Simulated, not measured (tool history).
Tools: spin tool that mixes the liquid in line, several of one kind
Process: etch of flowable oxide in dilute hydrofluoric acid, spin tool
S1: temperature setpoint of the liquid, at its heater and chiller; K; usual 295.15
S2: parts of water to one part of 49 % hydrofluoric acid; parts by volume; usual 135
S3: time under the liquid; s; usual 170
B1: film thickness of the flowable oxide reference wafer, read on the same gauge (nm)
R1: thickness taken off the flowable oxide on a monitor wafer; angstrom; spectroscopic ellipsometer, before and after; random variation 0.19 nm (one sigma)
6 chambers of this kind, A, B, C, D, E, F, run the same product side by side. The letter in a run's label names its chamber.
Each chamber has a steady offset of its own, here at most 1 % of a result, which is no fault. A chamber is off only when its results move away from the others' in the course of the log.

| run | day | S1 | S2 | S3 | B1 | R1 |
|---|---|---|---|---|---|---|
| 1E | 0.296 | 295.15 | 135 | 170 | 110.03 | 301.12 |
| 2F | 0.546 | 295.15 | 135 | 170 | 109.97 | 305.73 |
| 3A | 1.058 | 295.15 | 135 | 170 | 109.96 | 308.46 |
| 4D | 1.388 | 295.15 | 135 | 170 | 110.02 | 307.70 |
| 5B | 1.954 | 295.15 | 135 | 170 | 110.02 | 301.36 |
| 6C | 2.238 | 295.15 | 135 | 170 | 109.98 | 303.45 |
| 7F | 2.808 | 295.15 | 135 | 170 | 110.01 | 301.08 |
| 8E | 3.262 | 295.15 | 135 | 170 | 109.99 | 302.64 |
| 9C | 3.733 | 295.15 | 135 | 170 | 109.99 | 305.47 |
| 10B | 4.046 | 295.15 | 135 | 170 | 109.98 | 304.07 |
|  | 4.058 | chamber F: thermometer replaced |
| 11A | 4.304 | 295.15 | 135 | 170 | 110.04 | 305.30 |
|  | 4.346 | chamber C: hydrofluoric acid flow meter replaced |
| 12D | 4.829 | 295.15 | 135 | 170 | 109.97 | 302.90 |
| 13B | 5.258 | 295.15 | 135 | 170 | 109.98 | 304.33 |
|  | 5.329 | chamber F: hydrofluoric acid flow meter replaced |
| 14C | 5.658 | 295.15 | 135 | 170 | 109.99 | 307.05 |
| 15E | 6.179 | 295.15 | 135 | 170 | 109.95 | 301.89 |
| 16D | 6.646 | 295.15 | 135 | 170 | 110.00 | 306.75 |
| 17A | 6.979 | 295.15 | 135 | 170 | 110.02 | 304.90 |
| 18F | 7.338 | 295.15 | 135 | 170 | 110.00 | 300.39 |
| 19E | 7.908 | 295.15 | 70 | 170 | 110.02 | 641.94 |
|  | 7.962 | chamber B: hydrofluoric acid flow meter replaced |
| 20D | 8.308 | 295.15 | 70 | 170 | 109.98 | 641.10 |
| 21C | 8.638 | 295.15 | 70 | 170 | 109.96 | 619.67 |
|  | 9.029 | chamber D: hydrofluoric acid flow meter replaced |
| 22A | 9.212 | 295.15 | 70 | 170 | 110.01 | 635.78 |
| 23F | 9.483 | 295.15 | 70 | 170 | 110.00 | 627.09 |
| 24B | 9.779 | 295.15 | 70 | 170 | 110.02 | 626.45 |
| 25D | 10.233 | 295.15 | 135 | 170 | 110.00 | 303.43 |
| 26E | 10.821 | 295.15 | 135 | 170 | 109.99 | 304.39 |
| 27B | 11.075 | 295.15 | 135 | 170 | 110.03 | 306.60 |
|  | 11.429 | chamber B: thermometer replaced |
| 28A | 11.538 | 295.15 | 135 | 170 | 110.03 | 311.86 |
| 29C | 11.867 | 297.65 | 165 | 170 | 110.03 | 261.88 |
| 30F | 12.154 | 297.65 | 165 | 170 | 110.03 | 264.33 |
| 31C | 12.692 | 297.65 | 165 | 170 | 110.02 | 264.65 |
| 32F | 12.962 | 297.65 | 165 | 170 | 109.98 | 265.21 |
| 33A | 13.400 | 297.65 | 165 | 170 | 109.99 | 274.49 |
| 34D | 13.900 | 297.65 | 165 | 170 | 109.97 | 266.29 |
|  | 14.017 | chamber E: hydrofluoric acid flow meter replaced |
| 35E | 14.421 | 295.15 | 135 | 170 | 109.97 | 301.84 |
| 36B | 14.779 | 295.15 | 135 | 170 | 110.01 | 304.50 |
| 37E | 15.338 | 295.15 | 135 | 170 | 110.00 | 306.27 |
| 38F | 15.608 | 295.15 | 135 | 140 | 110.02 | 250.55 |
| 39B | 16.017 | 295.15 | 135 | 140 | 110.00 | 250.77 |
|  | 16.183 | chamber C: thermometer replaced |
| 40C | 16.454 | 295.15 | 135 | 140 | 109.98 | 252.04 |
| 41A | 16.842 | 295.15 | 135 | 140 | 109.97 | 264.20 |
| 42D | 17.175 | 295.15 | 135 | 140 | 110.01 | 250.66 |
| 43E | 17.462 | 295.15 | 135 | 140 | 109.99 | 252.50 |

Is one chamber off against the others, does the gauge drift, or is nothing wrong? If a chamber is off, say which, and what the likeliest cause is.

Chamber A drifts away from the others.
Cause: hydrofluoric acid flow above the setpoint (%) = 4.5.
The log may not tell that from: liquid hotter than its thermometer reads (K).

Here are 4 candidates for chamber A's next run, each the usual settings with a change, their results left as question marks. Which one brings its results back in line with what the others give on the usual settings?
In line means no further than this from the other chambers' mean on the usual settings: R1 6.80 angstrom
| 44A-1 | 17.883 | 294.65 | 135 | 170 |  | ? |
| 44A-2 | 17.883 | 296.65 | 135 | 170 |  | ? |
| 44A-3 | 17.883 | 295.15 | 135 | 160 |  | ? |
| 44A-4 | 17.883 | 295.65 | 135 | 170 |  | ? |

The other chambers' mean on the usual settings: R1 304.06 angstrom
| run | R1 |
|---|---|
| 44A-1 | 314.51 |
| 44A-2 | 339.86 |
| 44A-3 | 301.82 |
| 44A-4 | 326.94 |
44A-3 brings the chamber back in line.
